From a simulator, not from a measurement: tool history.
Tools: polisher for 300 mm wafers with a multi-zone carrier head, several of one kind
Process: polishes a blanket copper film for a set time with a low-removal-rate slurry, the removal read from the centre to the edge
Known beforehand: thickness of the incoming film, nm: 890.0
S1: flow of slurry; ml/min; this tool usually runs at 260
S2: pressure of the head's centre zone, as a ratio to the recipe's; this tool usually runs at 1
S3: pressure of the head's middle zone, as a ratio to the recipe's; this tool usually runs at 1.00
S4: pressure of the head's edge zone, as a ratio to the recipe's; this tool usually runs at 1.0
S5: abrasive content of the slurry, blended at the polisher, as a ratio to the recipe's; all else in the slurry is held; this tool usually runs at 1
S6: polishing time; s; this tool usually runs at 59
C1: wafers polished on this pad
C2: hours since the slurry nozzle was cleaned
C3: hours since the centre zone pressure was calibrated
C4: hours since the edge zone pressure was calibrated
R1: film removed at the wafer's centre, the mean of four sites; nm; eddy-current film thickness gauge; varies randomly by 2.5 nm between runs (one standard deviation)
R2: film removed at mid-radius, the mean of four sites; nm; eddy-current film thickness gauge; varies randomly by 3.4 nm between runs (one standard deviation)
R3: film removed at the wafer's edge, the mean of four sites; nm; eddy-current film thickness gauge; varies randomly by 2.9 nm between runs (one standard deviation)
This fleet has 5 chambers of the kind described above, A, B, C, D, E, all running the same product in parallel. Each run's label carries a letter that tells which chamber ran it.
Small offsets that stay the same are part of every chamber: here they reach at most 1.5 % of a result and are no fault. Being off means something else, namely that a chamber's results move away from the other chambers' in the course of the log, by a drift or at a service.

run 1A day=0.158 | S1=260 S2=1 S3=1.00 S4=1.0 S5=1 S6=59 | C1=892 C2=129.6 C3=164.2 C4=84.9 | R1=251.49 R2=237.80 R3=251.00
-- day=0.271 chamber B: slurry nozzle cleaned
run 2B day=0.292 | S1=260 S2=1 S3=1.00 S4=1.0 S5=1 S6=59 | C1=364 C2=0.6 C3=710.4 C4=309.8 | R1=250.17 R2=244.36 R3=253.88
run 3C day=0.462 | S1=260 S2=1 S3=1.00 S4=1.0 S5=1 S6=59 | C1=654 C2=562.6 C3=639.4 C4=767.5 | R1=253.68 R2=247.26 R3=249.00
-- day=0.492 chamber B: centre zone pressure recalibrated
run 4D day=0.571 | S1=260 S2=1 S3=1.00 S4=1.0 S5=1 S6=59 | C1=1286 C2=408.1 C3=1186.5 C4=378.0 | R1=249.36 R2=247.35 R3=245.73
-- day=0.583 chamber D: worn pad replaced by a new one
run 5E day=0.675 | S1=260 S2=1 S3=1.00 S4=1.0 S5=1 S6=59 | C1=295 C2=294.4 C3=345.4 C4=933.3 | R1=246.42 R2=249.78 R3=244.85
-- day=0.796 chamber B: worn pad replaced by a new one
run 6B day=0.871 | S1=260 S2=1 S3=1.00 S4=1.0 S5=1 S6=59 | C1=21 C2=14.5 C3=9.1 C4=323.7 | R1=242.93 R2=240.47 R3=248.73
run 7D day=1.008 | S1=260 S2=1 S3=1.00 S4=1.0 S5=1 S6=59 | C1=122 C2=418.6 C3=1197.0 C4=388.5 | R1=245.51 R2=246.83 R3=245.75
run 8C day=1.104 | S1=260 S2=1 S3=1.00 S4=1.0 S5=1 S6=59 | C1=838 C2=578.0 C3=654.8 C4=782.9 | R1=253.03 R2=252.82 R3=242.41
run 9E day=1.300 | S1=260 S2=1 S3=1.00 S4=1.0 S5=1 S6=59 | C1=474 C2=309.4 C3=360.4 C4=948.3 | R1=244.60 R2=251.96 R3=243.69
run 10A day=1.471 | S1=260 S2=1 S3=1.00 S4=0.9 S5=1 S6=59 | C1=1268 C2=161.1 C3=195.7 C4=116.4 | R1=246.69 R2=242.12 R3=233.13
run 11D day=1.683 | S1=260 S2=1 S3=1.00 S4=0.9 S5=1 S6=59 | C1=315 C2=434.8 C3=1213.2 C4=404.7 | R1=248.60 R2=247.63 R3=238.62
-- day=1.721 chamber C: worn pad replaced by a new one
run 12C day=1.854 | S1=260 S2=1 S3=1.00 S4=0.9 S5=1 S6=59 | C1=38 C2=596.0 C3=672.8 C4=800.9 | R1=250.55 R2=255.70 R3=228.93
run 13E day=2.000 | S1=260 S2=1 S3=1.00 S4=0.9 S5=1 S6=59 | C1=675 C2=326.2 C3=377.2 C4=965.1 | R1=249.90 R2=249.41 R3=237.00
-- day=2.142 chamber A: worn pad replaced by a new one
run 14A day=2.171 | S1=260 S2=1 S3=1.00 S4=0.9 S5=1 S6=59 | C1=8 C2=177.9 C3=212.5 C4=133.2 | R1=245.04 R2=242.28 R3=233.40
run 15B day=2.358 | S1=260 S2=1 S3=1.00 S4=1.0 S5=1 S6=59 | C1=448 C2=50.2 C3=44.8 C4=359.4 | R1=245.95 R2=244.93 R3=248.97
run 16C day=2.508 | S1=260 S2=1 S3=1.00 S4=1.0 S5=1 S6=59 | C1=226 C2=611.7 C3=688.5 C4=816.6 | R1=251.28 R2=253.10 R3=243.02
-- day=2.542 chamber B: worn pad replaced by a new one
run 17A day=2.700 | S1=260 S2=1 S3=1.00 S4=1.0 S5=1 S6=59 | C1=160 C2=190.6 C3=225.2 C4=145.9 | R1=246.40 R2=246.06 R3=237.16
run 18E day=2.875 | S1=260 S2=1 S3=1.00 S4=1.0 S5=1 S6=59 | C1=926 C2=347.2 C3=398.2 C4=986.1 | R1=249.18 R2=252.91 R3=251.59
-- day=2.904 chamber E: worn pad replaced by a new one
run 19B day=2.979 | S1=260 S2=1 S3=1.00 S4=1.0 S5=1 S6=59 | C1=125 C2=65.1 C3=59.7 C4=374.3 | R1=248.44 R2=250.44 R3=245.54
run 20D day=3.179 | S1=260 S2=1 S3=1.00 S4=1.0 S5=1 S6=59 | C1=744 C2=470.7 C3=1249.1 C4=440.6 | R1=246.90 R2=241.53 R3=250.41
run 21E day=3.288 | S1=260 S2=1 S3=1.00 S4=1.0 S5=1 S6=59 | C1=110 C2=357.1 C3=408.1 C4=996.0 | R1=243.04 R2=254.21 R3=247.83
run 22D day=3.400 | S1=260 S2=1 S3=1.00 S4=1.0 S5=1 S6=59 | C1=807 C2=476.0 C3=1254.4 C4=445.9 | R1=244.20 R2=242.79 R3=246.22
run 23A day=3.600 | S1=260 S2=1 S3=1.00 S4=1.0 S5=1 S6=59 | C1=417 C2=212.2 C3=246.8 C4=167.5 | R1=250.34 R2=249.18 R3=250.70
-- day=3.717 chamber D: slurry nozzle cleaned
run 24B day=3.754 | S1=260 S2=1 S3=1.00 S4=1.0 S5=1 S6=59 | C1=347 C2=83.7 C3=78.3 C4=392.9 | R1=245.25 R2=248.35 R3=250.69
run 25C day=3.883 | S1=260 S2=1 S3=1.00 S4=1.0 S5=1 S6=59 | C1=619 C2=644.7 C3=721.5 C4=849.6 | R1=250.48 R2=248.56 R3=251.28
-- day=4.029 chamber A: slurry nozzle cleaned
run 26D day=4.096 | S1=260 S2=1 S3=1.00 S4=1.0 S5=1 S6=59 | C1=1007 C2=9.2 C3=1271.1 C4=462.6 | R1=252.07 R2=246.17 R3=246.03
-- day=4.271 chamber B: worn pad replaced by a new one
run 27B day=4.275 | S1=260 S2=1 S3=1.00 S4=1.0 S5=1 S6=59 | C1=1 C2=96.2 C3=90.8 C4=405.4 | R1=243.39 R2=248.36 R3=247.86
run 28C day=4.471 | S1=260 S2=1 S3=1.00 S4=1.0 S5=1 S6=59 | C1=788 C2=658.8 C3=735.6 C4=863.7 | R1=254.70 R2=253.81 R3=248.72
run 29A day=4.621 | S1=260 S2=1 S3=1.00 S4=1.0 S5=1 S6=59 | C1=710 C2=14.2 C3=271.3 C4=192.0 | R1=258.11 R2=248.03 R3=245.84
run 30E day=4.796 | S1=260 S2=1 S3=1.00 S4=1.0 S5=1 S6=59 | C1=542 C2=393.3 C3=444.3 C4=1032.2 | R1=245.38 R2=255.25 R3=251.03
run 31C day=4.950 | S1=260 S2=1 S3=1.00 S4=1.0 S5=1 S6=59 | C1=925 C2=670.3 C3=747.1 C4=875.2 | R1=252.10 R2=246.08 R3=246.19
run 32D day=5.083 | S1=260 S2=1 S3=1.00 S4=1.0 S5=1 S6=59 | C1=1290 C2=32.9 C3=1294.8 C4=486.3 | R1=244.02 R2=244.87 R3=252.96
run 33E day=5.221 | S1=260 S2=1 S3=1.00 S4=1.0 S5=1 S6=59 | C1=664 C2=403.5 C3=454.5 C4=1042.4 | R1=245.49 R2=248.37 R3=250.77
run 34B day=5.417 | S1=260 S2=1 S3=1.00 S4=1.0 S5=1 S6=59 | C1=328 C2=123.6 C3=118.2 C4=432.8 | R1=249.27 R2=244.28 R3=246.10
run 35A day=5.575 | S1=260 S2=1 S3=0.91 S4=1.0 S5=1 S6=59 | C1=983 C2=37.1 C3=294.2 C4=214.9 | R1=263.67 R2=229.65 R3=245.62
run 36A day=5.733 | S1=260 S2=1 S3=0.91 S4=1.0 S5=1 S6=59 | C1=1029 C2=40.9 C3=298.0 C4=218.7 | R1=268.46 R2=230.07 R3=244.47
-- day=5.912 chamber E: worn pad replaced by a new one
run 37E day=5.933 | S1=260 S2=1 S3=0.91 S4=1.0 S5=1 S6=59 | C1=6 C2=420.6 C3=471.6 C4=1059.5 | R1=247.89 R2=238.82 R3=250.18
-- day=6.100 chamber C: worn pad replaced by a new one
run 38D day=6.146 | S1=260 S2=1 S3=0.91 S4=1.0 S5=1 S6=59 | C1=1594 C2=58.4 C3=1320.3 C4=511.8 | R1=245.49 R2=234.01 R3=242.52
-- day=6.183 chamber D: worn pad replaced by a new one
run 39C day=6.262 | S1=260 S2=1 S3=0.91 S4=1.0 S5=1 S6=59 | C1=47 C2=701.8 C3=778.6 C4=906.7 | R1=254.19 R2=227.77 R3=248.62
run 40B day=6.379 | S1=260 S2=1 S3=1.00 S4=1.0 S5=1 S6=59 | C1=604 C2=146.7 C3=141.3 C4=455.9 | R1=249.09 R2=252.12 R3=246.17
-- day=6.442 chamber B: worn pad replaced by a new one
run 41B day=6.521 | S1=260 S2=1 S3=1.00 S4=1.0 S5=1 S6=59 | C1=23 C2=150.1 C3=144.7 C4=459.3 | R1=245.78 R2=247.86 R3=240.66
run 42D day=6.617 | S1=260 S2=1 S3=1.00 S4=1.0 S5=1 S6=59 | C1=124 C2=69.7 C3=1331.6 C4=523.1 | R1=247.68 R2=246.32 R3=249.61

Is one chamber off against the others, does the gauge drift, or is nothing wrong? If a chamber is off, say which, and what the likeliest cause is.

Chamber A drifts away from the others.
Likeliest cause: centre zone's pressure above its setpoint, % = 8.87.

Here are 4 candidates for chamber A's next run, each the usual settings with a change, their results left as question marks. Which one brings its results back in line with what the others give on the usual settings?
In-line tolerance around the mean of the other chambers on the usual settings: R1 8.90 nm; R2 12.00 nm; R3 10.00 nm
run 43A-1 day=6.771 | S1=265 S2=1.08 S3=0.98 S4=0.97 S5=1 S6=59 | R1=? R2=? R3=?
run 43A-2 day=6.771 | S1=260 S2=0.98 S3=1.00 S4=1.01 S5=1 S6=59 | R1=? R2=? R3=?
run 43A-3 day=6.771 | S1=260 S2=1.02 S3=1.00 S4=0.99 S5=1 S6=59 | R1=? R2=? R3=?
run 43A-4 day=6.771 | S1=255 S2=0.92 S3=1.02 S4=1.03 S5=1 S6=59 | R1=? R2=? R3=?

Other chambers, usual settings, mean: R1 248.34 nm; R2 248.45 nm; R3 248.33 nm
run=43A-1 R1=293.91 R2=241.60 R3=242.71
run=43A-2 R1=263.93 R2=245.66 R3=247.40
run=43A-3 R1=275.66 R2=245.60 R3=244.82
run=43A-4 R1=245.76 R2=249.63 R3=249.48
The right change is 43A-4: it brings the chamber back within the allowed miss of the others.

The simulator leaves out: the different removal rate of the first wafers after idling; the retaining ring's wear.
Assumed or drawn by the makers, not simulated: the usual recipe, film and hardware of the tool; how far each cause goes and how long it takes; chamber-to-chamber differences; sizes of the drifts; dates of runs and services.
